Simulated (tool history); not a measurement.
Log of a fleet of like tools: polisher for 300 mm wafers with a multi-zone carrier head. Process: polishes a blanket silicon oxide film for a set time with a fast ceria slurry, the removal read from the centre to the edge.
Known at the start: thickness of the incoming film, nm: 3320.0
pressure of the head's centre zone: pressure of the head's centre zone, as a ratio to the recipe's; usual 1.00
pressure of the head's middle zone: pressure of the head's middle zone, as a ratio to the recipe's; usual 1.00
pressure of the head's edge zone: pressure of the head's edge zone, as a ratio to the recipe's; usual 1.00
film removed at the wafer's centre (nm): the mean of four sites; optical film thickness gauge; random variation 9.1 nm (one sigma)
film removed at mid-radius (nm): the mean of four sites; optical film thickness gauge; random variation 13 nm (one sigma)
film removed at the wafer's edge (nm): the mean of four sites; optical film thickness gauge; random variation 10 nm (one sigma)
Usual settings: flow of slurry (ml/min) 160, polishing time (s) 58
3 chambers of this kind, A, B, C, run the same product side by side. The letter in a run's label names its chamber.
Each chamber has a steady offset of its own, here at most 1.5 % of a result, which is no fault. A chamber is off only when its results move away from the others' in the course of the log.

run,hour,flow of slurry (ml/min),pressure of the head's centre zone,pressure of the head's middle zone,pressure of the head's edge zone,polishing time (s),film removed at the wafer's centre (nm),film removed at mid-radius (nm),film removed at the wafer's edge (nm)
# hour 1.1: chamber A: worn pad replaced by a new one
# hour 5.0: chamber B: worn pad replaced by a new one
1B,7.5,160,1.00,1.00,1.00,58,906.00,924.57,913.04
# hour 9.1: chamber C: worn pad replaced by a new one
2C,17.5,160,1.00,1.00,1.00,58,908.09,938.54,912.84
3A,24.5,160,1.00,1.00,1.00,58,907.22,909.11,911.32
4A,33.3,160,1.00,1.00,1.00,58,889.45,896.61,919.47
5B,40.5,160,1.00,1.00,1.00,58,920.15,925.79,905.35
6C,47.6,160,1.00,1.00,1.00,58,901.56,919.34,894.78
7B,53.1,160,1.00,1.00,1.00,58,895.43,933.34,907.91
# hour 53.2: chamber A: worn pad replaced by a new one
8C,63.6,160,1.00,1.00,1.00,58,917.68,901.28,902.96
9A,74.7,140,1.00,1.00,1.00,43,662.01,645.47,656.19
# hour 76.5: chamber B: worn pad replaced by a new one
10B,86.3,140,1.00,1.00,1.00,43,657.47,667.75,661.41
11A,97.3,140,1.00,1.00,1.00,43,645.64,658.64,668.80
# hour 103.6: chamber C: worn pad replaced by a new one
12C,104.8,160,1.00,1.00,1.00,58,902.62,880.22,893.24
# hour 111.2: chamber A: worn pad replaced by a new one
# hour 112.7: chamber B: centre zone pressure recalibrated
13A,113.3,160,1.00,1.00,1.00,58,917.24,908.90,922.11
14B,124.5,160,1.00,1.00,1.00,58,829.11,899.66,914.53
15C,132.4,160,1.00,1.00,1.00,58,898.98,913.68,904.40
# hour 135.8: chamber C: edge zone pressure recalibrated
# hour 143.2: chamber B: worn pad replaced by a new one
16A,144.3,160,1.00,1.00,1.00,58,915.55,888.12,914.16
17B,151.4,160,1.00,1.00,1.00,58,828.57,912.16,899.40
# hour 152.1: chamber B: edge zone pressure recalibrated
18C,160.8,160,1.00,1.00,1.00,58,894.71,885.95,892.31
# hour 163.5: chamber A: worn pad replaced by a new one
19B,169.4,160,1.00,1.00,1.00,58,826.41,914.10,904.04
# hour 178.4: chamber A: slurry nozzle cleaned
20A,179.2,160,1.00,1.00,1.00,58,900.44,897.46,929.39
21C,186.4,160,1.00,1.00,1.00,58,900.55,935.39,903.94
# hour 198.4: chamber B: worn pad replaced by a new one
22B,198.6,160,1.00,1.00,1.00,58,831.00,892.61,918.73
# hour 203.0: chamber C: worn pad replaced by a new one
23C,204.3,160,1.11,1.08,1.00,58,1016.30,973.72,904.40
24A,213.4,160,1.11,1.08,1.00,58,1009.10,959.17,915.02
25A,220.7,160,1.11,1.08,1.00,58,1034.80,949.45,910.16
# hour 229.8: chamber A: worn pad replaced by a new one
26C,230.9,160,1.00,1.00,1.00,58,904.12,903.83,907.45
27B,242.5,160,1.00,1.00,1.00,58,842.95,911.89,910.06
28C,248.1,160,1.00,1.00,1.00,58,905.28,894.57,914.44
29B,254.3,160,1.00,1.00,1.00,58,827.13,904.79,904.48
# hour 257.9: chamber B: worn pad replaced by a new one
30A,264.5,160,1.00,1.00,1.00,58,914.25,898.91,909.86
31B,273.8,160,1.00,1.00,1.00,58,830.79,914.05,926.65
32C,282.1,160,1.00,1.00,0.93,58,896.37,895.55,861.17
33A,290.2,160,1.00,1.00,0.93,58,922.41,906.76,883.12

Is one chamber off against the others, does the gauge drift, or is nothing wrong? If a chamber is off, say which, and what the likeliest cause is.

A service left chamber B off against the others.
Cause: centre zone's pressure below its setpoint, % = 7.31.

Here are 4 candidates for chamber B's next run, each the usual settings with a change, their results left as question marks. Which one brings its results back in line with what the others give on the usual settings?
In line means no further than this from the other chambers' mean on the usual settings: film removed at the wafer's centre (nm) 32.00; film removed at mid-radius (nm) 45.00; film removed at the wafer's edge (nm) 36.00
34B-1,299.0,160,0.98,1.01,1.01,58,?,?,?
34B-2,299.0,155,0.93,1.02,1.02,58,?,?,?
34B-3,299.0,160,1.02,0.99,0.99,58,?,?,?
34B-4,299.0,165,1.07,0.98,0.98,58,?,?,?

The other chambers' mean on the usual settings: film removed at the wafer's centre (nm) 905.56; film removed at mid-radius (nm) 902.44; film removed at the wafer's edge (nm) 910.12
run,film removed at the wafer's centre (nm),film removed at mid-radius (nm),film removed at the wafer's edge (nm)
34B-1,811.66,917.00,913.31
34B-2,760.36,919.97,914.00
34B-3,848.52,900.32,903.99
34B-4,900.34,896.87,903.00
34B-4 brings the chamber back in line.
